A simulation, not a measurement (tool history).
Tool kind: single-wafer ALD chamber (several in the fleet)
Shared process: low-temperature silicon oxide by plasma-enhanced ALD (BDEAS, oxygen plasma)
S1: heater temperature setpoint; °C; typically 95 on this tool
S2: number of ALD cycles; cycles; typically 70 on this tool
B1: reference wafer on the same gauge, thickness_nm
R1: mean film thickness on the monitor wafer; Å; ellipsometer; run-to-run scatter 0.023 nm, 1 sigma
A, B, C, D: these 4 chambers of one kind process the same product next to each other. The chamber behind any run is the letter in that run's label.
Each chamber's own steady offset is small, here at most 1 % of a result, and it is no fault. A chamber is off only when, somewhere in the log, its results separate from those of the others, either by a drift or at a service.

run 1C day=0.412 | S1=95 S2=70 | B1=8.5972 | R1=102.49
run 2A day=0.808 | S1=95 S2=70 | B1=8.6015 | R1=101.23
run 3B day=1.15 | S1=95 S2=70 | B1=8.6034 | R1=101.95
run 4D day=1.354 | S1=95 S2=70 | B1=8.5975 | R1=102.79
run 5A day=1.75 | S1=95 S2=70 | B1=8.6033 | R1=101.86
run 6D day=2.071 | S1=95 S2=70 | B1=8.5971 | R1=103.1
run 7C day=2.35 | S1=95 S2=70 | B1=8.6028 | R1=102.68
-- day=2.638 chamber A: thermocouple changed; heater temperature recalibrated
run 8B day=2.688 | S1=95 S2=70 | B1=8.5976 | R1=101.86
run 9C day=2.967 | S1=95 S2=70 | B1=8.6008 | R1=101.91
run 10D day=3.371 | S1=90 S2=81 | B1=8.5964 | R1=120.61
run 11A day=3.767 | S1=90 S2=81 | B1=8.599 | R1=120.17
run 12B day=3.992 | S1=90 S2=81 | B1=8.5991 | R1=119.41
run 13B day=4.421 | S1=90 S2=81 | B1=8.5988 | R1=119.58
run 14A day=4.662 | S1=95 S2=70 | B1=8.6004 | R1=101.6
run 15C day=4.892 | S1=95 S2=70 | B1=8.6023 | R1=102.22
run 16D day=5.146 | S1=95 S2=70 | B1=8.6021 | R1=103.3
run 17B day=5.533 | S1=95 S2=70 | B1=8.5985 | R1=101.97
run 18C day=5.871 | S1=95 S2=70 | B1=8.5985 | R1=102.39
run 19D day=6.242 | S1=81 S2=65 | B1=8.6027 | R1=100.49
run 20A day=6.471 | S1=81 S2=65 | B1=8.6015 | R1=98.928
run 21A day=6.662 | S1=81 S2=65 | B1=8.6031 | R1=98.86
run 22D day=6.933 | S1=81 S2=65 | B1=8.598 | R1=99.967
run 23B day=7.175 | S1=95 S2=70 | B1=8.6029 | R1=101.57
run 24C day=7.575 | S1=95 S2=70 | B1=8.6014 | R1=102.48
run 25B day=7.896 | S1=95 S2=70 | B1=8.5997 | R1=101.8
run 26D day=8.208 | S1=95 S2=70 | B1=8.5975 | R1=102.5
run 27C day=8.542 | S1=95 S2=70 | B1=8.6016 | R1=102.17
run 28A day=8.896 | S1=95 S2=70 | B1=8.602 | R1=101.92
run 29C day=9.283 | S1=95 S2=70 | B1=8.6048 | R1=102.17
run 30D day=9.612 | S1=95 S2=70 | B1=8.5991 | R1=102.97
run 31B day=9.912 | S1=95 S2=70 | B1=8.5976 | R1=101.59
run 32A day=10.104 | S1=95 S2=70 | B1=8.5987 | R1=101.39
run 33B day=10.488 | S1=86 S2=70 | B1=8.5992 | R1=104.96
run 34C day=10.742 | S1=86 S2=70 | B1=8.5995 | R1=105.67
run 35D day=11.033 | S1=86 S2=70 | B1=8.6034 | R1=106.19
run 36A day=11.262 | S1=86 S2=70 | B1=8.6049 | R1=105.09
run 37A day=11.65 | S1=95 S2=70 | B1=8.6006 | R1=101.86
run 38C day=12.054 | S1=89 S2=70 | B1=8.6048 | R1=104.49

All chambers now run identical settings, listed one chamber a line with results as question marks. What results will each chamber show?
run 39A day=12.367 | S1=95 S2=70 | R1=?
run 39B day=12.367 | S1=95 S2=70 | R1=?
run 39C day=12.367 | S1=95 S2=70 | R1=?
run 39D day=12.367 | S1=95 S2=70 | R1=?

run=39A R1=101.63
run=39B R1=101.75
run=39C R1=102.45
run=39D R1=103.12
